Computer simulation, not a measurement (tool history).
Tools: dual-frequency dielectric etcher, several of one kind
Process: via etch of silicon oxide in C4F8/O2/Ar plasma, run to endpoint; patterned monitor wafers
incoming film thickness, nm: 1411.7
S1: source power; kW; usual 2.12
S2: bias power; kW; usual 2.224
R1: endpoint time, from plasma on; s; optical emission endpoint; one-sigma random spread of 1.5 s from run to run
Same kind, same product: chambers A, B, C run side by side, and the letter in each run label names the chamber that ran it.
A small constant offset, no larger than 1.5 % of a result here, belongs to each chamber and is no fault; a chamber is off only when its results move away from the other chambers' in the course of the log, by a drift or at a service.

Run 1C, hour 7.1: usual settings. Result: R1 259.17 s.
Run 2A, hour 14.7: usual settings. Result: R1 263.94 s.
Run 3B, hour 24.4: usual settings. Result: R1 263.95 s.
Run 4C, hour 34.5: usual settings. Result: R1 262.77 s.
Run 5A, hour 45.2: usual settings. Result: R1 263.42 s.
At hour 49.2: chamber B: wet clean of the chamber.
Run 6B, hour 53: usual settings. Result: R1 263.16 s.
Run 7A, hour 59.3: usual settings. Result: R1 265.19 s.
Run 8B, hour 66.4: usual settings. Result: R1 266.39 s.
Run 9C, hour 73.8: usual settings. Result: R1 258.9 s.
At hour 75.3: chamber A: wet clean of the chamber.
Run 10B, hour 84.4: usual settings. Result: R1 264.49 s.
Run 11A, hour 91.9: usual settings. Result: R1 269.89 s.
Run 12C, hour 97.2: usual settings. Result: R1 261.29 s.
Run 13A, hour 106.2: usual settings. Result: R1 271.3 s.
Run 14B, hour 111.8: usual settings. Result: R1 263.63 s.
Run 15C, hour 117.6: usual settings. Result: R1 259.69 s.
Run 16B, hour 122.9: usual settings. Result: R1 264.78 s.
Run 17C, hour 131.3: usual settings but S1 2.35 kW, S2 2.62 kW. Result: R1 239.31 s.
Run 18A, hour 141.4: usual settings but S1 2.35 kW, S2 2.62 kW. Result: R1 247.42 s.
Run 19A, hour 151.6: usual settings but S1 2.35 kW, S2 2.62 kW. Result: R1 249.67 s.
Run 20C, hour 159.1: usual settings but S2 2.51 kW. Result: R1 251.55 s.
Run 21B, hour 169.3: usual settings but S2 2.51 kW. Result: R1 255.58 s.
Run 22B, hour 176.6: usual settings but S2 2.51 kW. Result: R1 255.07 s.
Run 23C, hour 185.6: usual settings. Result: R1 261.36 s.
Run 24A, hour 192.3: usual settings. Result: R1 271.91 s.
Run 25A, hour 202.2: usual settings. Result: R1 271.97 s.
At hour 203.5: chamber C: bias power generator calibrated.
Run 26C, hour 212.1: usual settings. Result: R1 262.6 s.
At hour 212.7: chamber C: wet clean of the chamber.
At hour 216.6: chamber A: bias power generator calibrated.
Run 27B, hour 220.2: usual settings. Result: R1 267.47 s.
At hour 222.4: chamber A: source power generator calibrated.
Run 28A, hour 225.1: usual settings. Result: R1 269.56 s.
Run 29B, hour 232.7: usual settings. Result: R1 265.17 s.
Run 30C, hour 238.8: usual settings. Result: R1 258.27 s.
Run 31B, hour 245.4: usual settings but S1 2.61 kW. Result: R1 242.47 s.

Predict what each chamber gives when all 3 of them run the settings below next.
Run 32A, hour 253.2: usual settings but S1 2.59 kW. Result: R1 ?.
Run 32B, hour 253.2: usual settings but S1 2.59 kW. Result: R1 ?.
Run 32C, hour 253.2: usual settings but S1 2.59 kW. Result: R1 ?.

run      R1
32A  248.65
32B  243.95
32C  242.47
